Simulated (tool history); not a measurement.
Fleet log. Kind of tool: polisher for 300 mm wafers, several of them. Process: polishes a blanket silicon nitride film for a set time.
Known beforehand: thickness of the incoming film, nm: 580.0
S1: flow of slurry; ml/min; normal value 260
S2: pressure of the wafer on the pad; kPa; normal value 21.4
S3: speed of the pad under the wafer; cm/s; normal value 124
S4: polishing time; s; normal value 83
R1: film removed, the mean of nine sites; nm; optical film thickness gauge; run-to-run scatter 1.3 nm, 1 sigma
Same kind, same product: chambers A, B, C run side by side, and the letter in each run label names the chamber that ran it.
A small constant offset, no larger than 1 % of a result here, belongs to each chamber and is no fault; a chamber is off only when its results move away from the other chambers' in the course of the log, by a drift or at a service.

Run 1A, day 0.462: usual settings. Result: R1 169.06 nm.
Run 2C, day 0.817: usual settings. Result: R1 168.38 nm.
At day 1.012: chamber C: worn pad replaced by a new one.
Run 3B, day 1.100: usual settings. Result: R1 167.28 nm.
At day 1.138: chamber C: slurry nozzle cleaned.
Run 4B, day 1.558: usual settings. Result: R1 166.28 nm.
At day 2.029: chamber B: slurry nozzle cleaned.
Run 5C, day 2.050: usual settings. Result: R1 167.99 nm.
Run 6A, day 2.371: usual settings. Result: R1 169.56 nm.
Run 7C, day 2.679: usual settings. Result: R1 168.86 nm.
Run 8B, day 3.038: usual settings. Result: R1 166.80 nm.
Run 9A, day 3.471: usual settings. Result: R1 169.65 nm.
At day 3.912: chamber B: worn pad replaced by a new one.
Run 10C, day 3.954: usual settings but S1 195 ml/min. Result: R1 165.23 nm.
Run 11A, day 4.225: usual settings but S1 195 ml/min. Result: R1 161.94 nm.
At day 4.267: chamber A: slurry nozzle cleaned.
Run 12B, day 4.458: usual settings but S1 195 ml/min. Result: R1 158.24 nm.
Run 13A, day 4.804: usual settings. Result: R1 164.95 nm.
Run 14B, day 5.317: usual settings. Result: R1 166.91 nm.
Run 15C, day 5.679: usual settings. Result: R1 167.45 nm.
Run 16A, day 5.950: usual settings but S3 98 cm/s. Result: R1 137.79 nm.
Run 17B, day 6.375: usual settings but S3 98 cm/s. Result: R1 136.38 nm.
Run 18C, day 6.608: usual settings but S3 98 cm/s. Result: R1 140.21 nm.
Run 19B, day 7.083: usual settings. Result: R1 165.82 nm.
Run 20C, day 7.496: usual settings. Result: R1 168.67 nm.
Run 21A, day 7.983: usual settings. Result: R1 165.50 nm.
At day 8.075: chamber C: worn pad replaced by a new one.
At day 8.254: chamber B: worn pad replaced by a new one.
Run 22C, day 8.275: usual settings. Result: R1 171.46 nm.
Run 23A, day 8.675: usual settings. Result: R1 162.02 nm.
Run 24B, day 9.096: usual settings but S4 94 s. Result: R1 191.23 nm.
Run 25C, day 9.362: usual settings but S4 94 s. Result: R1 187.59 nm.
Run 26A, day 9.771: usual settings but S4 94 s. Result: R1 185.01 nm.
Run 27B, day 10.038: usual settings. Result: R1 165.55 nm.
Run 28A, day 10.350: usual settings. Result: R1 163.16 nm.
Run 29B, day 10.733: usual settings. Result: R1 165.82 nm.
Run 30C, day 11.146: usual settings. Result: R1 167.86 nm.
Run 31C, day 11.604: usual settings. Result: R1 167.99 nm.

All 3 chambers run these settings next. Forecast each chamber's results:
Run 32A, day 11.975: usual settings. Result: R1 ?.
Run 32B, day 11.975: usual settings. Result: R1 ?.
Run 32C, day 11.975: usual settings. Result: R1 ?.

run      R1
32A  158.48
32B  164.70
32C  171.84
